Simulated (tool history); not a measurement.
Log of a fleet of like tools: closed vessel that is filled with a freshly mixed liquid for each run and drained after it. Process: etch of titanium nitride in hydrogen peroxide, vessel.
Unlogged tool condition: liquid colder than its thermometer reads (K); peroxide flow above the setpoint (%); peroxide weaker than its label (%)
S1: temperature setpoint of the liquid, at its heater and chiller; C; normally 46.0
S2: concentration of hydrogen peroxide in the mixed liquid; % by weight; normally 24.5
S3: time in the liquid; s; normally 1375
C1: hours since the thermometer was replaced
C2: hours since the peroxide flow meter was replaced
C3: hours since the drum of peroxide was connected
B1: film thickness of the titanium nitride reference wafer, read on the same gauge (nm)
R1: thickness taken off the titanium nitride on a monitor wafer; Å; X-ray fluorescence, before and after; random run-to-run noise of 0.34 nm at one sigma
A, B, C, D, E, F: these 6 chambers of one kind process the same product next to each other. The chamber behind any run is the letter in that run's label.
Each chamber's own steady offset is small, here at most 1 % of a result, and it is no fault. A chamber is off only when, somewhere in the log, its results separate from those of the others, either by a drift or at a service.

run	hour	S1	S2	S3	C1	C2	C3	B1	R1
1F	8.2	46.0	24.5	1375	1515.4	209.0	51.7	119.99	526.46
2E	16.7	46.0	24.5	1375	847.7	909.6	439.2	120.01	519.80
# hour 25.1: chamber B: new drum of peroxide connected
# hour 26.3: chamber E: peroxide flow meter replaced
3A	27.1	46.0	24.5	1375	307.5	76.5	188.5	120.00	523.07
4C	37.1	46.0	24.5	1375	289.7	1711.3	103.2	119.98	515.97
5B	47.3	46.0	24.5	1375	948.4	284.7	22.2	119.99	518.54
6D	55.4	46.0	24.5	1375	495.0	93.2	403.6	119.99	521.77
7D	64.4	46.0	24.5	1375	504.0	102.2	412.6	119.99	526.62
8E	71.8	46.0	24.5	1375	902.8	45.5	494.3	120.00	520.27
9A	79.4	46.0	24.5	1375	359.8	128.8	240.8	119.99	525.57
10B	85.2	46.0	24.5	1375	986.3	322.6	60.1	120.04	520.76
11C	90.9	38.5	21.5	1375	343.5	1765.1	157.0	120.00	288.28
12F	98.0	38.5	21.5	1375	1605.2	298.8	141.5	120.01	285.99
13F	108.3	38.5	21.5	1375	1615.5	309.1	151.8	120.00	284.03
14E	115.1	38.5	21.5	1375	946.1	88.8	537.6	120.01	286.88
15C	122.4	38.5	21.5	1375	375.0	1796.6	188.5	120.00	285.19
# hour 126.2: chamber E: new drum of peroxide connected
16D	128.5	38.5	21.5	1375	568.1	166.3	476.7	120.00	294.88
17A	134.1	46.0	24.5	1375	414.5	183.5	295.5	120.01	522.67
18B	141.2	46.0	24.5	1375	1042.3	378.6	116.1	120.00	526.02
19E	151.7	46.0	24.5	1375	982.7	125.4	25.5	120.01	523.76
20A	161.2	46.0	24.5	1375	441.6	210.6	322.6	119.98	516.95
21C	167.1	50.5	24.5	690	419.7	1841.3	233.2	120.00	364.04
22D	173.6	50.5	24.5	690	613.2	211.4	521.8	120.01	363.80
23B	178.5	50.5	24.5	690	1079.6	415.9	153.4	119.98	369.21
24F	186.5	50.5	24.5	690	1693.7	387.3	230.0	120.01	351.86
25A	194.5	50.5	24.5	690	474.9	243.9	355.9	119.99	361.74
26E	203.1	50.5	24.5	690	1034.1	176.8	76.9	120.00	363.33
27D	212.6	46.0	24.5	1375	652.2	250.4	560.8	120.01	524.27
28F	220.8	46.0	24.5	1375	1728.0	421.6	264.3	120.02	496.54
29B	227.6	46.0	24.5	1375	1128.7	465.0	202.5	119.98	526.82
30C	234.5	46.0	24.5	1375	487.1	1908.7	300.6	120.00	522.20
31C	243.6	46.0	24.5	1375	496.2	1917.8	309.7	120.01	522.01
32E	253.3	46.0	24.5	1375	1084.3	227.0	127.1	119.98	522.54
33B	263.1	53.5	24.5	1375	1164.2	500.5	238.0	119.99	905.71
34F	272.1	53.5	24.5	1375	1779.3	472.9	315.6	119.99	834.20
35D	280.6	53.5	24.5	1375	720.2	318.4	628.8	120.01	896.24
36A	290.0	53.5	24.5	1375	570.4	339.4	451.4	120.00	891.06

Does one chamber stand apart from the rest, does the shared gauge drift, or is all well apart from small per-chamber offsets? Give the chamber and the most likely cause, where there is one.

Chamber F drifts away from the others.
What lies behind it: liquid colder than its thermometer reads (K) = 1.03.

Below are 4 candidate recipes for chamber F's next run, each the usual settings with a change, their results shown as question marks. Which of them brings F's results back in line with what the other chambers give on the usual settings?
In-line tolerance around the mean of the other chambers on the usual settings: R1 12.00 Å
37F-1	297.8	46.0	24.5	1190					?
37F-2	297.8	46.0	24.5	1590					?
37F-3	297.8	46.5	24.5	1415					?
37F-4	297.8	46.0	24.5	1275					?

Usual-settings mean across the other chambers: R1 523.71 Å
run	R1
37F-1	421.24
37F-2	562.84
37F-3	519.88
37F-4	451.33
Change 37F-3 lands the chamber within the allowed miss of the other chambers.
